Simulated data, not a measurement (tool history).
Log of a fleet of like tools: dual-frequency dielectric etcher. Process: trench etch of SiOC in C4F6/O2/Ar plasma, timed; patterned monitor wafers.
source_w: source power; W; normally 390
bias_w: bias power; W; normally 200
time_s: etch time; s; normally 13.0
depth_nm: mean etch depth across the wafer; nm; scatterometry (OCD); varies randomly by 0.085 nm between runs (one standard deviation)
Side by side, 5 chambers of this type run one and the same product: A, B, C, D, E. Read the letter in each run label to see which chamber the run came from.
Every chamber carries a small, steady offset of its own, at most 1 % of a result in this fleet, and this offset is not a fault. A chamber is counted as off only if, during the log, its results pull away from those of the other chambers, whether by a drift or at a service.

run,hour,source_w,bias_w,time_s,"read-back reference wafer on the same gauge, depth_nm",depth_nm
1B,7.8,390,200,13.0,31.892,27.745
2D,23.1,390,200,13.0,31.893,27.860
3E,33.0,390,200,13.0,31.909,27.714
4A,42.9,390,200,13.0,31.888,27.609
5C,50.1,390,200,13.0,31.908,27.515
6D,65.3,390,200,13.0,31.900,27.868
7A,75.3,390,243,15.0,31.917,34.154
# hour 76.9: chamber C: wet clean of the chamber
8C,85.0,390,243,15.0,31.894,33.915
# hour 85.7: chamber B: wet clean of the chamber
9B,99.9,390,243,15.0,31.900,34.175
10E,110.2,390,243,15.0,31.922,33.711
11D,124.6,390,243,15.0,31.902,34.391
12E,137.5,390,200,13.0,31.902,27.611
13A,145.2,390,200,13.0,31.880,27.741
# hour 150.5: chamber A: wet clean of the chamber
14B,155.1,390,200,11.5,31.921,24.496
15C,165.0,390,200,11.5,31.875,24.312
16D,178.9,390,200,11.5,31.899,24.559
17C,193.7,390,200,11.5,31.897,24.228
18E,202.9,390,200,11.5,31.882,24.129
19B,217.2,390,200,13.0,31.893,27.745
20A,230.3,390,200,13.0,31.903,27.672
21D,237.7,390,200,13.0,31.886,27.898
22A,245.0,390,200,13.0,31.913,27.671
23E,255.3,390,200,13.0,31.913,27.196
24C,270.8,390,200,13.0,31.899,27.406
25B,282.3,390,200,13.0,31.899,27.838
# hour 290.2: chamber A: bias power generator calibrated
26D,291.7,390,200,13.0,31.893,27.820
27B,303.1,390,200,13.0,31.859,27.593
28A,316.2,390,200,13.0,31.897,27.696
29C,331.5,390,200,13.0,31.899,27.503
30E,340.1,390,200,13.0,31.897,26.805
31A,349.6,390,200,13.0,31.900,27.624
32E,363.3,390,200,13.0,31.898,26.611
33B,373.6,390,200,13.0,31.909,27.809
34C,385.4,390,200,13.0,31.916,27.594
35D,395.6,390,200,13.0,31.908,27.698

All chambers now run identical settings, listed one chamber a line with results as question marks. What results will each chamber show?
36A,407.1,390,200,16.0,,?
36B,407.1,390,200,16.0,,?
36C,407.1,390,200,16.0,,?
36D,407.1,390,200,16.0,,?
36E,407.1,390,200,16.0,,?

run,depth_nm
36A,33.977
36B,33.904
36C,33.886
36D,34.347
36E,32.711

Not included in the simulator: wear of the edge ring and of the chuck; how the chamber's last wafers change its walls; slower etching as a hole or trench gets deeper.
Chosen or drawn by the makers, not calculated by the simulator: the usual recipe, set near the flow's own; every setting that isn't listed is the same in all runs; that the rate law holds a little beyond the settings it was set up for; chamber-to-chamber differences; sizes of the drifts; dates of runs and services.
